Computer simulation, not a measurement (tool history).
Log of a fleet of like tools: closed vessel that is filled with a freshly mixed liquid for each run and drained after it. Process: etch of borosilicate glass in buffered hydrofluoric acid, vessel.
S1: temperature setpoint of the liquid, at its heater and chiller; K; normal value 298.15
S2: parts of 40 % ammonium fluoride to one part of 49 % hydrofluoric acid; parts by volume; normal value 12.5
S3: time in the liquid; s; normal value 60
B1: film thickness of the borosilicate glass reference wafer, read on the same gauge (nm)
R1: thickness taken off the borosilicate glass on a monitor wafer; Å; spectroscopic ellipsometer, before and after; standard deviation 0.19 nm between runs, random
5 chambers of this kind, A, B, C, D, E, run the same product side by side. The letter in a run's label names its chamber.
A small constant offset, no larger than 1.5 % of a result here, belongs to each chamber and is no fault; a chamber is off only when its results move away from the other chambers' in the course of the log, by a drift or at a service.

{"run": "1D", "hour": 6.1, "S1": 298.15, "S2": 12.5, "S3": 60, "B1": 40.023, "R1": 631.86}
{"run": "2B", "hour": 8.9, "S1": 298.15, "S2": 12.5, "S3": 60, "B1": 40.011, "R1": 635.54}
{"run": "3E", "hour": 12.0, "S1": 298.15, "S2": 12.5, "S3": 60, "B1": 39.996, "R1": 636.99}
{"run": "4C", "hour": 15.7, "S1": 298.15, "S2": 12.5, "S3": 60, "B1": 39.991, "R1": 632.87}
{"run": "5A", "hour": 18.9, "S1": 298.15, "S2": 12.5, "S3": 60, "B1": 39.989, "R1": 638.52}
{"run": "6A", "hour": 23.2, "S1": 298.15, "S2": 12.5, "S3": 45, "B1": 40.016, "R1": 484.05}
{"run": "7B", "hour": 26.6, "S1": 298.15, "S2": 12.5, "S3": 45, "B1": 40.012, "R1": 475.89}
{"run": "8E", "hour": 29.8, "S1": 298.15, "S2": 12.5, "S3": 45, "B1": 40.015, "R1": 480.09}
{"run": "9D", "hour": 33.5, "S1": 298.15, "S2": 12.5, "S3": 45, "B1": 39.993, "R1": 475.21}
{"run": "10C", "hour": 39.5, "S1": 298.15, "S2": 12.5, "S3": 45, "B1": 39.971, "R1": 472.97}
{"run": "11B", "hour": 44.7, "S1": 295.65, "S2": 12.5, "S3": 60, "B1": 40.017, "R1": 559.07}
{"run": "12D", "hour": 47.7, "S1": 295.65, "S2": 12.5, "S3": 60, "B1": 39.984, "R1": 556.49}
{"run": "13E", "hour": 53.1, "S1": 295.65, "S2": 12.5, "S3": 60, "B1": 39.995, "R1": 561.22}
{"run": "14A", "hour": 56.6, "S1": 295.65, "S2": 12.5, "S3": 60, "B1": 39.99, "R1": 560.51}
{"run": "15C", "hour": 61.0, "S1": 295.65, "S2": 12.5, "S3": 60, "B1": 40.017, "R1": 550.72}
{"hour": 66.5, "done": "chamber B: hydrofluoric acid flow meter replaced"}
{"run": "16D", "hour": 67.5, "S1": 298.15, "S2": 12.5, "S3": 60, "B1": 39.972, "R1": 631.68}
{"run": "17C", "hour": 73.0, "S1": 298.15, "S2": 12.5, "S3": 60, "B1": 40.002, "R1": 629.04}
{"run": "18E", "hour": 77.9, "S1": 298.15, "S2": 12.5, "S3": 85, "B1": 40.022, "R1": 906.65}
{"run": "19B", "hour": 83.7, "S1": 298.15, "S2": 12.5, "S3": 85, "B1": 39.999, "R1": 896.83}
{"run": "20A", "hour": 89.4, "S1": 298.15, "S2": 12.5, "S3": 85, "B1": 39.997, "R1": 909.99}
{"run": "21B", "hour": 95.3, "S1": 298.15, "S2": 12.5, "S3": 85, "B1": 40.016, "R1": 896.34}
{"run": "22A", "hour": 100.4, "S1": 298.15, "S2": 12.5, "S3": 85, "B1": 39.985, "R1": 902.16}
{"run": "23E", "hour": 104.0, "S1": 300.65, "S2": 12.5, "S3": 60, "B1": 40.016, "R1": 722.14}
{"run": "24C", "hour": 109.5, "S1": 300.65, "S2": 12.5, "S3": 60, "B1": 40.031, "R1": 720.54}
{"run": "25D", "hour": 115.8, "S1": 300.65, "S2": 12.5, "S3": 60, "B1": 40.012, "R1": 723.3}
{"run": "26B", "hour": 118.6, "S1": 300.65, "S2": 12.5, "S3": 60, "B1": 40.0, "R1": 729.41}
{"hour": 120.3, "done": "chamber A: hydrofluoric acid flow meter replaced"}
{"run": "27A", "hour": 122.6, "S1": 300.65, "S2": 12.5, "S3": 60, "B1": 40.004, "R1": 728.6}
{"run": "28C", "hour": 128.4, "S1": 298.15, "S2": 12.5, "S3": 60, "B1": 40.022, "R1": 628.49}
{"run": "29E", "hour": 131.8, "S1": 298.15, "S2": 12.5, "S3": 60, "B1": 40.005, "R1": 639.36}
{"run": "30D", "hour": 135.3, "S1": 298.15, "S2": 12.5, "S3": 60, "B1": 39.995, "R1": 630.0}
{"run": "31A", "hour": 141.8, "S1": 298.15, "S2": 12.5, "S3": 30, "B1": 40.016, "R1": 320.09}
{"run": "32C", "hour": 147.3, "S1": 298.15, "S2": 12.5, "S3": 30, "B1": 40.012, "R1": 314.53}
{"run": "33B", "hour": 152.1, "S1": 298.15, "S2": 12.5, "S3": 30, "B1": 40.002, "R1": 317.7}
{"run": "34D", "hour": 155.7, "S1": 298.15, "S2": 12.5, "S3": 30, "B1": 39.991, "R1": 317.37}
{"hour": 158.7, "done": "chamber E: hydrofluoric acid flow meter replaced"}
{"run": "35E", "hour": 160.6, "S1": 298.15, "S2": 12.5, "S3": 30, "B1": 39.996, "R1": 317.38}
{"run": "36C", "hour": 163.8, "S1": 298.15, "S2": 12.5, "S3": 60, "B1": 39.985, "R1": 632.28}
{"run": "37E", "hour": 167.2, "S1": 294.65, "S2": 9.0, "S3": 60, "B1": 39.988, "R1": 703.12}
{"run": "38B", "hour": 173.3, "S1": 294.65, "S2": 9.0, "S3": 60, "B1": 40.002, "R1": 699.48}
{"run": "39A", "hour": 177.9, "S1": 294.65, "S2": 9.0, "S3": 60, "B1": 39.988, "R1": 708.73}
{"run": "40D", "hour": 182.3, "S1": 294.65, "S2": 9.0, "S3": 60, "B1": 40.01, "R1": 705.13}
{"run": "41D", "hour": 188.0, "S1": 294.65, "S2": 9.0, "S3": 60, "B1": 39.987, "R1": 705.35}

Does one chamber stand apart from the rest, does the shared gauge drift, or is all well apart from small per-chamber offsets? Give the chamber and the most likely cause, where there is one.

Nothing is wrong: each chamber keeps only its own small, steady offset and the gauge holds still.

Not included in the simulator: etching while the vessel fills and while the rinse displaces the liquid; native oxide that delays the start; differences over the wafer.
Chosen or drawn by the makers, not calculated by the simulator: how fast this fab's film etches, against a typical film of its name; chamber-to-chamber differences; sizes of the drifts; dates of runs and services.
